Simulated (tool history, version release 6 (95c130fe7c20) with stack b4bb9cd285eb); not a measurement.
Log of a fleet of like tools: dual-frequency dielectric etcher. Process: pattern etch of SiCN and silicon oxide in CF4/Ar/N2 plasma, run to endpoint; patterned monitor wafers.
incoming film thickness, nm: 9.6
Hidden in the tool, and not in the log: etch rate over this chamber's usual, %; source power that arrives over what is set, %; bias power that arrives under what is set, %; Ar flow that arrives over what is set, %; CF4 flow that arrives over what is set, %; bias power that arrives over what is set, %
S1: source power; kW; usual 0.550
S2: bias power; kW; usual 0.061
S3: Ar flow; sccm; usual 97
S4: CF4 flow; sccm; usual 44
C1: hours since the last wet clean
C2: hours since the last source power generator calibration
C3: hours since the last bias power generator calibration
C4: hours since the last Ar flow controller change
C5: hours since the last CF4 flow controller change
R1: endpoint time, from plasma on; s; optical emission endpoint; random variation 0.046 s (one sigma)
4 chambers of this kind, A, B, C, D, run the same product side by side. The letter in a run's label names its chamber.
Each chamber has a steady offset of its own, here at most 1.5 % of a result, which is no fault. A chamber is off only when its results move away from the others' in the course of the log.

| run | hour | S1 | S2 | S3 | S4 | C1 | C2 | C3 | C4 | C5 | R1 |
|---|---|---|---|---|---|---|---|---|---|---|---|
| 1D | 6.4 | 0.550 | 0.061 | 97 | 44 | 50.2 | 1028.9 | 4699.6 | 1821.0 | 10.9 | 10.646 |
| 2B | 12.0 | 0.550 | 0.061 | 97 | 44 | 275.5 | 760.9 | 502.8 | 4812.9 | 835.7 | 10.544 |
| 3C | 15.9 | 0.550 | 0.061 | 97 | 44 | 383.2 | 1167.3 | 2963.4 | 238.2 | 2204.0 | 10.586 |
| 4A | 22.1 | 0.550 | 0.061 | 97 | 44 | 26.4 | 2378.0 | 424.8 | 220.7 | 706.1 | 10.503 |
|  | 24.5 | chamber C: CF4 flow controller replaced |
| 5C | 29.4 | 0.550 | 0.061 | 97 | 44 | 396.7 | 1180.8 | 2976.9 | 251.7 | 4.9 | 10.620 |
|  | 31.2 | chamber C: wet clean of the chamber |
| 6B | 33.9 | 0.550 | 0.061 | 97 | 44 | 297.4 | 782.8 | 524.7 | 4834.8 | 857.6 | 10.549 |
| 7D | 38.8 | 0.550 | 0.061 | 97 | 44 | 82.6 | 1061.3 | 4732.0 | 1853.4 | 43.3 | 10.726 |
| 8A | 44.1 | 0.550 | 0.061 | 97 | 44 | 48.4 | 2400.0 | 446.8 | 242.7 | 728.1 | 10.559 |
| 9C | 49.4 | 0.550 | 0.061 | 97 | 44 | 18.2 | 1200.8 | 2996.9 | 271.7 | 24.9 | 10.635 |
| 10D | 54.5 | 0.550 | 0.061 | 97 | 44 | 98.3 | 1077.0 | 4747.7 | 1869.1 | 59.0 | 10.619 |
| 11B | 61.5 | 0.550 | 0.061 | 97 | 44 | 325.0 | 810.4 | 552.3 | 4862.4 | 885.2 | 10.510 |
| 12A | 66.6 | 0.550 | 0.061 | 97 | 44 | 70.9 | 2422.5 | 469.3 | 265.2 | 750.6 | 10.457 |
| 13D | 74.6 | 0.550 | 0.061 | 97 | 44 | 118.4 | 1097.1 | 4767.8 | 1889.2 | 79.1 | 10.594 |
| 14B | 81.3 | 0.550 | 0.061 | 97 | 44 | 344.8 | 830.2 | 572.1 | 4882.2 | 905.0 | 10.500 |
| 15C | 86.7 | 0.550 | 0.061 | 97 | 44 | 55.5 | 1238.1 | 3034.2 | 309.0 | 62.2 | 10.666 |
| 16A | 90.8 | 0.550 | 0.061 | 97 | 44 | 95.1 | 2446.7 | 493.5 | 289.4 | 774.8 | 10.523 |
| 17B | 95.6 | 0.550 | 0.061 | 97 | 44 | 359.1 | 844.5 | 586.4 | 4896.5 | 919.3 | 10.441 |
| 18C | 103.1 | 0.550 | 0.061 | 97 | 44 | 71.9 | 1254.5 | 3050.6 | 325.4 | 78.6 | 10.682 |
| 19D | 111.3 | 0.550 | 0.061 | 97 | 44 | 155.1 | 1133.8 | 4804.5 | 1925.9 | 115.8 | 10.637 |
| 20A | 117.8 | 0.550 | 0.061 | 97 | 44 | 122.1 | 2473.7 | 520.5 | 316.4 | 801.8 | 10.502 |
| 21B | 125.1 | 0.550 | 0.061 | 97 | 44 | 388.6 | 874.0 | 615.9 | 4926.0 | 948.8 | 10.330 |
| 22A | 132.1 | 0.550 | 0.061 | 97 | 44 | 136.4 | 2488.0 | 534.8 | 330.7 | 816.1 | 10.406 |
|  | 132.9 | chamber B: Ar flow controller replaced |
| 23D | 135.9 | 0.550 | 0.061 | 97 | 44 | 179.7 | 1158.4 | 4829.1 | 1950.5 | 140.4 | 10.669 |
| 24C | 143.3 | 0.550 | 0.061 | 97 | 44 | 112.1 | 1294.7 | 3090.8 | 365.6 | 118.8 | 10.622 |
| 25C | 151.5 | 0.550 | 0.061 | 97 | 44 | 120.3 | 1302.9 | 3099.0 | 373.8 | 127.0 | 10.575 |
| 26B | 159.3 | 0.550 | 0.061 | 97 | 44 | 422.8 | 908.2 | 650.1 | 26.5 | 983.0 | 10.385 |
| 27D | 167.3 | 0.550 | 0.061 | 97 | 44 | 211.1 | 1189.8 | 4860.5 | 1981.9 | 171.8 | 10.644 |
| 28A | 175.9 | 0.550 | 0.061 | 97 | 44 | 180.2 | 2531.8 | 578.6 | 374.5 | 859.9 | 10.535 |

What goes on in this fleet: one chamber off, a drifting gauge, or nothing beyond the chambers' own small offsets? Name the chamber and the cause, if any.

Chamber B drifts away from the others.
Cause: source power that arrives over what is set, % = 3.67.
The log may not tell that from: etch rate over this chamber's usual, %.

Here are 4 candidates for chamber B's next run, each the usual settings with a change, their results left as question marks. Which one brings its results back in line with what the others give on the usual settings?
In line means no further than this from the other chambers' mean on the usual settings: R1 0.1600 s
| 29B-1 | 182.3 | 0.510 | 0.060 | 97 | 44 |  |  |  |  |  | ? |
| 29B-2 | 182.3 | 0.570 | 0.062 | 96 | 44 |  |  |  |  |  | ? |
| 29B-3 | 182.3 | 0.550 | 0.061 | 77 | 53 |  |  |  |  |  | ? |
| 29B-4 | 182.3 | 0.530 | 0.061 | 97 | 44 |  |  |  |  |  | ? |

The other chambers' mean on the usual settings: R1 10.5940 s
| run | R1 |
|---|---|
| 29B-1 | 10.9830 |
| 29B-2 | 9.8151 |
| 29B-3 | 9.5131 |
| 29B-4 | 10.5510 |
29B-4 brings the chamber back in line.

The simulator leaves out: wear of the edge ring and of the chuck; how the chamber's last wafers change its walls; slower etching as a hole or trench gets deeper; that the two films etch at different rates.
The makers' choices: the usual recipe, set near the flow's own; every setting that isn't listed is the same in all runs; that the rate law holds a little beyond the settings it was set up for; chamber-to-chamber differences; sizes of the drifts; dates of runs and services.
